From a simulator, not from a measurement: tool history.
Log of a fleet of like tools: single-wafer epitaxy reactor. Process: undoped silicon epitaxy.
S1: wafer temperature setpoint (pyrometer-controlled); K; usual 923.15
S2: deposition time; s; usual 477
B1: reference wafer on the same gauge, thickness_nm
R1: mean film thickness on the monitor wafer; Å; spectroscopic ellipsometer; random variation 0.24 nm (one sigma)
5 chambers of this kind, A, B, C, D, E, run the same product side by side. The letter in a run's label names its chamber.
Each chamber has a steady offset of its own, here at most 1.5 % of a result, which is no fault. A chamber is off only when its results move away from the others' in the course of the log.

| run | hour | S1 | S2 | B1 | R1 |
|---|---|---|---|---|---|
| 1E | 5.3 | 923.15 | 477 | 91.929 | 808.88 |
|  | 11.6 | chamber C: pyrometer calibrated |
| 2B | 13.2 | 923.15 | 477 | 91.964 | 809.64 |
| 3A | 20.8 | 923.15 | 477 | 91.884 | 797.31 |
| 4D | 31.8 | 923.15 | 477 | 91.948 | 804.64 |
| 5C | 37.2 | 923.15 | 477 | 91.921 | 804.94 |
| 6D | 45.9 | 923.15 | 477 | 91.989 | 802.43 |
| 7A | 56.7 | 923.15 | 477 | 91.914 | 799.81 |
| 8E | 67.4 | 923.15 | 477 | 91.838 | 811.58 |
| 9B | 74.1 | 923.15 | 477 | 91.871 | 813.21 |
| 10C | 84.5 | 923.15 | 477 | 91.861 | 806.10 |
| 11C | 94.1 | 923.15 | 477 | 91.929 | 807.41 |
| 12E | 106.2 | 923.15 | 477 | 91.915 | 809.52 |
| 13B | 112.8 | 923.15 | 477 | 91.908 | 813.39 |
| 14D | 123.4 | 923.15 | 477 | 91.881 | 808.86 |
| 15A | 135.4 | 909.15 | 511 | 91.869 | 629.04 |
| 16A | 146.1 | 909.15 | 511 | 91.922 | 631.27 |
| 17B | 151.6 | 909.15 | 511 | 91.823 | 640.26 |
| 18C | 156.8 | 909.15 | 511 | 91.822 | 633.63 |
| 19E | 167.7 | 909.15 | 511 | 91.894 | 633.63 |
| 20D | 173.5 | 915.15 | 477 | 91.955 | 674.45 |
| 21A | 178.9 | 915.15 | 477 | 91.943 | 668.48 |
| 22B | 188.3 | 915.15 | 477 | 91.845 | 680.77 |
| 23C | 195.1 | 915.15 | 477 | 91.935 | 675.75 |
| 24E | 203.1 | 915.15 | 477 | 91.936 | 679.66 |
| 25D | 211.9 | 923.15 | 569 | 91.916 | 956.38 |
| 26B | 217.2 | 923.15 | 569 | 91.838 | 965.67 |
| 27A | 227.0 | 923.15 | 569 | 91.862 | 957.92 |
| 28E | 237.7 | 923.15 | 569 | 91.855 | 961.25 |
| 29D | 249.3 | 923.15 | 569 | 91.803 | 963.93 |
| 30C | 258.8 | 912.15 | 402 | 91.905 | 531.87 |
| 31C | 266.0 | 912.15 | 402 | 91.925 | 533.66 |
| 32A | 272.3 | 912.15 | 402 | 91.936 | 530.11 |
| 33E | 281.2 | 912.15 | 402 | 91.842 | 531.21 |

All 5 chambers run these settings next. Forecast each chamber's results:
| 34A | 289.8 | 923.15 | 477 |  | ? |
| 34B | 289.8 | 923.15 | 477 |  | ? |
| 34C | 289.8 | 923.15 | 477 |  | ? |
| 34D | 289.8 | 923.15 | 477 |  | ? |
| 34E | 289.8 | 923.15 | 477 |  | ? |

| run | R1 |
|---|---|
| 34A | 801.94 |
| 34B | 810.09 |
| 34C | 802.48 |
| 34D | 810.21 |
| 34E | 808.05 |

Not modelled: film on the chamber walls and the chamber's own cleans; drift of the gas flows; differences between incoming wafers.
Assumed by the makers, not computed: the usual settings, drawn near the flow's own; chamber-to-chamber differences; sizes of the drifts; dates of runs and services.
